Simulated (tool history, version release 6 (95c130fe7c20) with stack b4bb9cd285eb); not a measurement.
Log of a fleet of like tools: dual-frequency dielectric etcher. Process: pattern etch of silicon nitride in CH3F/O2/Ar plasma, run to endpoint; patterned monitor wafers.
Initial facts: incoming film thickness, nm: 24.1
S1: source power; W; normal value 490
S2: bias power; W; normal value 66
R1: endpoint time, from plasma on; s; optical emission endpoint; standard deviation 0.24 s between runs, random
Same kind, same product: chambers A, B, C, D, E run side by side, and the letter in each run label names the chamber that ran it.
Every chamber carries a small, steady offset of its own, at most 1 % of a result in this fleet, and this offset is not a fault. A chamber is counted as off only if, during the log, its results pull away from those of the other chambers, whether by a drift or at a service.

run,hour,S1,S2,R1
1C,7.2,490,66,33.315
2D,13.9,490,66,33.195
3E,23.2,490,66,33.285
4A,30,490,66,33.231
5B,42.3,490,66,33.461
# hour 46.5: chamber A: wet clean of the chamber
6C,52,490,66,33.144
7D,62,430,78,32.785
8E,73.7,430,78,33.43
# hour 74.3: chamber D: wet clean of the chamber
9B,84.4,430,78,33.274
10A,90.2,430,78,32.915
11C,99.9,430,78,32.536
12D,108.4,490,66,33.414
13A,119.9,490,66,33.502
14E,130.8,490,66,33.495
15B,138,490,66,33.258
16D,146.1,490,66,33.217
17E,154.2,490,66,33.48
18A,164.9,490,66,33.293
19C,171.5,490,66,33.344
20B,182.8,490,66,33.428
21B,189.8,490,66,33.23
# hour 198.4: chamber E: wet clean of the chamber
22D,198.6,490,66,32.603
23E,211.2,490,66,33.158
24C,223.5,490,66,33.253
25A,234.1,490,66,32.939
26A,240.1,490,66,33.383
27D,249.3,490,66,32.914
28C,261.1,490,66,33.793
29B,273,490,66,33.617
# hour 277.9: chamber C: wet clean of the chamber
30E,281.5,490,66,33.36
31C,290.5,490,66,33.38
32D,299.5,490,66,33.088
33E,305.4,490,66,33.536
34A,316.4,540,72,30.885
35B,327.2,540,72,31.192
36D,335,540,72,31.157
37A,341.8,540,72,31.198
38B,353.9,540,72,31.436
39E,359.9,490,66,33.658
40C,372.6,490,66,33.384
41E,380.5,570,59,33.155
42B,387.8,570,59,32.754
43C,394,570,59,32.398
44A,404.2,570,59,32.696

Predict what each chamber gives when all 5 of them run the settings below next.
45A,413.3,490,56,?
45B,413.3,490,56,?
45C,413.3,490,56,?
45D,413.3,490,56,?
45E,413.3,490,56,?

run,R1
45A,35.167
45B,35.444
45C,35.295
45D,34.41
45E,35.268
